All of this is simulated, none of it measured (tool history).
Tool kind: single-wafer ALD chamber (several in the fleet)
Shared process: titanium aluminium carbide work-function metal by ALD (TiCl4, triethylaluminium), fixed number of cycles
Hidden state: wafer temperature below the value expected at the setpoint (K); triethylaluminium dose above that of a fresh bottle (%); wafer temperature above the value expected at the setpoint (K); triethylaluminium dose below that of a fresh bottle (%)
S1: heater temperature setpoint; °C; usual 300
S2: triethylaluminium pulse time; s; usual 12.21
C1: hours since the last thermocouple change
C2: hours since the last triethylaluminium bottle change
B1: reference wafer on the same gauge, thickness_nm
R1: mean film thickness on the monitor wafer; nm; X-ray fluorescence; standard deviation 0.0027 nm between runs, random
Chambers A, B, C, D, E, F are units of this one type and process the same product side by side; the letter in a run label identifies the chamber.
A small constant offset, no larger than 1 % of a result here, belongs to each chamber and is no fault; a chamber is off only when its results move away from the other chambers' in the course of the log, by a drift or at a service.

{"day": 0.158, "done": "chamber B: thermocouple changed; heater temperature recalibrated"}
{"run": "1C", "day": 0.308, "S1": 300, "S2": 12.21, "C1": 1317, "C2": 1507, "B1": 1.6399, "R1": 2.0391}
{"run": "2D", "day": 0.825, "S1": 300, "S2": 12.21, "C1": 571.1, "C2": 1486.1, "B1": 1.64, "R1": 2.0316}
{"run": "3E", "day": 1.408, "S1": 300, "S2": 12.21, "C1": 1295, "C2": 365.7, "B1": 1.6408, "R1": 2.0323}
{"run": "4F", "day": 1.812, "S1": 300, "S2": 12.21, "C1": 1241.1, "C2": 1104.8, "B1": 1.6406, "R1": 2.0491}
{"run": "5A", "day": 2.25, "S1": 300, "S2": 12.21, "C1": 1145.6, "C2": 81.2, "B1": 1.6416, "R1": 2.055}
{"run": "6B", "day": 2.862, "S1": 300, "S2": 12.21, "C1": 65, "C2": 724.7, "B1": 1.6412, "R1": 2.0173}
{"run": "7B", "day": 3.504, "S1": 300, "S2": 12.21, "C1": 80.4, "C2": 740.1, "B1": 1.6418, "R1": 2.0181}
{"run": "8D", "day": 4.012, "S1": 300, "S2": 12.21, "C1": 647.6, "C2": 1562.6, "B1": 1.6418, "R1": 2.0291}
{"run": "9C", "day": 4.45, "S1": 300, "S2": 12.21, "C1": 1416.4, "C2": 1606.4, "B1": 1.6424, "R1": 2.0405}
{"day": 4.617, "done": "chamber B: triethylaluminium bottle replaced"}
{"run": "10A", "day": 5.079, "S1": 300, "S2": 12.21, "C1": 1213.5, "C2": 149.1, "B1": 1.6419, "R1": 2.0557}
{"run": "11E", "day": 5.433, "S1": 300, "S2": 12.21, "C1": 1391.6, "C2": 462.3, "B1": 1.6431, "R1": 2.0429}
{"run": "12F", "day": 5.946, "S1": 300, "S2": 16.34, "C1": 1340.3, "C2": 1204, "B1": 1.6427, "R1": 2.0702}
{"run": "13A", "day": 6.396, "S1": 300, "S2": 16.34, "C1": 1245.1, "C2": 180.7, "B1": 1.6433, "R1": 2.0837}
{"run": "14C", "day": 6.783, "S1": 300, "S2": 16.34, "C1": 1472.4, "C2": 1662.4, "B1": 1.6429, "R1": 2.066}
{"day": 7.321, "done": "chamber F: triethylaluminium bottle replaced"}
{"run": "15D", "day": 7.354, "S1": 300, "S2": 16.34, "C1": 727.8, "C2": 1642.8, "B1": 1.6435, "R1": 2.0572}
{"run": "16B", "day": 7.796, "S1": 300, "S2": 16.34, "C1": 183.4, "C2": 76.4, "B1": 1.6435, "R1": 2.0511}
{"run": "17F", "day": 8.204, "S1": 300, "S2": 16.34, "C1": 1394.5, "C2": 21.3, "B1": 1.6438, "R1": 2.081}
{"run": "18E", "day": 8.742, "S1": 300, "S2": 12.21, "C1": 1471, "C2": 541.7, "B1": 1.6443, "R1": 2.0389}
{"run": "19B", "day": 9.088, "S1": 291, "S2": 14.57, "C1": 214.4, "C2": 107.4, "B1": 1.6449, "R1": 1.9633}
{"day": 9.662, "done": "chamber E: triethylaluminium bottle replaced"}
{"run": "20A", "day": 9.7, "S1": 291, "S2": 14.57, "C1": 1324.4, "C2": 260, "B1": 1.6445, "R1": 1.9997}
{"run": "21D", "day": 10.183, "S1": 291, "S2": 14.57, "C1": 795.7, "C2": 1710.7, "B1": 1.6452, "R1": 1.974}
{"run": "22C", "day": 10.479, "S1": 291, "S2": 14.57, "C1": 1561.1, "C2": 1751.1, "B1": 1.6451, "R1": 1.9856}
{"run": "23F", "day": 10.917, "S1": 291, "S2": 14.57, "C1": 1459.6, "C2": 86.4, "B1": 1.6456, "R1": 1.9864}
{"run": "24E", "day": 11.246, "S1": 291, "S2": 14.57, "C1": 1531.1, "C2": 38, "B1": 1.6452, "R1": 1.9754}
{"run": "25B", "day": 11.562, "S1": 300, "S2": 12.21, "C1": 273.8, "C2": 166.8, "B1": 1.6458, "R1": 2.0234}
{"day": 11.883, "done": "chamber D: triethylaluminium bottle replaced"}
{"run": "26A", "day": 11.888, "S1": 300, "S2": 12.21, "C1": 1376.9, "C2": 312.5, "B1": 1.6458, "R1": 2.0592}
{"run": "27F", "day": 12.404, "S1": 300, "S2": 12.21, "C1": 1495.3, "C2": 122.1, "B1": 1.6468, "R1": 2.0543}
{"run": "28D", "day": 12.862, "S1": 300, "S2": 12.21, "C1": 860, "C2": 23.5, "B1": 1.6461, "R1": 2.0335}
{"day": 13.125, "done": "chamber C: triethylaluminium bottle replaced"}
{"run": "29C", "day": 13.346, "S1": 300, "S2": 12.21, "C1": 1629.9, "C2": 5.4, "B1": 1.6466, "R1": 2.0494}
{"run": "30E", "day": 13.662, "S1": 300, "S2": 12.21, "C1": 1589.1, "C2": 96, "B1": 1.6474, "R1": 2.0405}
{"run": "31D", "day": 13.983, "S1": 300, "S2": 12.21, "C1": 886.9, "C2": 50.4, "B1": 1.6468, "R1": 2.0403}
{"run": "32A", "day": 14.45, "S1": 300, "S2": 12.21, "C1": 1438.4, "C2": 374, "B1": 1.6468, "R1": 2.0631}
{"run": "33B", "day": 15.042, "S1": 300, "S2": 12.21, "C1": 357.3, "C2": 250.3, "B1": 1.6475, "R1": 2.0306}
{"run": "34E", "day": 15.471, "S1": 300, "S2": 12.21, "C1": 1632.5, "C2": 139.4, "B1": 1.6475, "R1": 2.0477}
{"run": "35F", "day": 15.967, "S1": 300, "S2": 12.21, "C1": 1580.8, "C2": 207.6, "B1": 1.6481, "R1": 2.0577}
{"run": "36C", "day": 16.608, "S1": 300, "S2": 12.21, "C1": 1708.2, "C2": 83.7, "B1": 1.6477, "R1": 2.0477}
{"run": "37C", "day": 17.204, "S1": 300, "S2": 12.21, "C1": 1722.5, "C2": 98, "B1": 1.648, "R1": 2.0513}
{"run": "38B", "day": 17.504, "S1": 300, "S2": 12.21, "C1": 416.4, "C2": 309.4, "B1": 1.6482, "R1": 2.0315}
{"run": "39E", "day": 17.904, "S1": 300, "S2": 12.21, "C1": 1690.9, "C2": 197.8, "B1": 1.6482, "R1": 2.0459}

Is one chamber out of step, is the gauge drifting, or do the chambers differ by no more than their own small offsets? For an off chamber, give its letter and the likeliest cause.

None of the chambers is off. What moves is the gauge, dragging all their readings along together.
Likeliest cause: gauge reads high (%) = 0.544.
